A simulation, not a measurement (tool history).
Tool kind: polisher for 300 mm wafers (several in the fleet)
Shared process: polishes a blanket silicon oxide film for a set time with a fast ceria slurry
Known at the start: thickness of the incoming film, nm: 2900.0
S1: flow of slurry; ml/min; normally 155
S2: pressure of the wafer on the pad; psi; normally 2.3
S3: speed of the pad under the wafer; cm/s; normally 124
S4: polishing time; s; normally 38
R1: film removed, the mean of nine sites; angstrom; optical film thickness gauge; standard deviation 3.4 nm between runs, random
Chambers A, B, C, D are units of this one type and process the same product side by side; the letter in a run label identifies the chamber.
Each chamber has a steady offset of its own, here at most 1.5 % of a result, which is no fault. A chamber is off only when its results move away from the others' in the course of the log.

run,hour,S1,S2,S3,S4,R1
# hour 0.2: chamber B: worn pad replaced by a new one
# hour 0.7: chamber D: worn pad replaced by a new one
1D,2.1,155,2.3,124,38,5354.9
2B,5.8,155,2.3,124,38,5242.3
3A,9.8,155,2.3,124,38,5295.8
# hour 12.8: chamber C: worn pad replaced by a new one
4C,13,155,2.3,124,38,5395.5
5A,15.5,155,2.3,124,38,5400.1
6B,20,155,2.3,124,38,5266
7C,24.3,155,2.7,124,44,7258.6
8D,26.9,155,2.7,124,44,7407.3
9D,30.2,155,2.7,124,44,7342.6
10B,34.5,155,2.7,124,44,7140.3
# hour 37.1: chamber A: worn pad replaced by a new one
11C,38.8,155,2.3,124,38,5381.4
12A,42.3,155,2.3,124,38,5387.4
13C,45.8,155,2.3,124,38,5410.9
14B,50.3,155,2.3,124,38,5297.9
15A,52.7,155,2.3,124,38,5431.3
16D,56.5,155,2.3,124,38,5371.9
17C,59.3,155,2.3,152,48,8316.1
# hour 63.3: chamber D: worn pad replaced by a new one
18A,63.8,155,2.3,152,48,8535.7
19D,67.8,155,2.3,152,48,8277.1
20B,71.4,155,2.3,152,48,8216.2
21A,75.6,155,2.8,82,38,4429.8
# hour 76.3: chamber A: slurry nozzle cleaned
22C,77.5,155,2.8,82,38,4320.1
23D,81.1,155,2.8,82,38,4339.8
24B,84.9,155,2.8,82,38,4252.7
25A,88.5,155,2.3,124,38,5606.3
26D,92.2,175,2.3,124,38,5457.6

Which is it: a chamber that has drifted or been left off by a service, a gauge drift common to all chambers, or only each chamber's usual small offset? If a chamber is off, name it and its likeliest cause.

One chamber, A, drifts off from the rest bit by bit.
Cause: head's pressure above its setpoint, % = 6.14.

Chamber A could run next with any of the 4 candidate recipes listed below; each alters the usual settings, and their results appear as question marks. Which one brings its results back in line with what the other chambers deliver on the usual settings?
In line here means within this much of the mean the other chambers give on the usual settings: R1 120 angstrom
27A-1,95.5,155,2.3,124,36,?
27A-2,95.5,155,2.3,126,38,?
27A-3,95.5,220,2.3,124,38,?
27A-4,95.5,155,2.3,122,38,?

On the usual settings, the other chambers give on average: R1 5352.4 angstrom
run,R1
27A-1,5360.8
27A-2,5750.5
27A-3,5947.2
27A-4,5566.7
The answer is 27A-1, which returns the chamber to within the allowed miss of the others.

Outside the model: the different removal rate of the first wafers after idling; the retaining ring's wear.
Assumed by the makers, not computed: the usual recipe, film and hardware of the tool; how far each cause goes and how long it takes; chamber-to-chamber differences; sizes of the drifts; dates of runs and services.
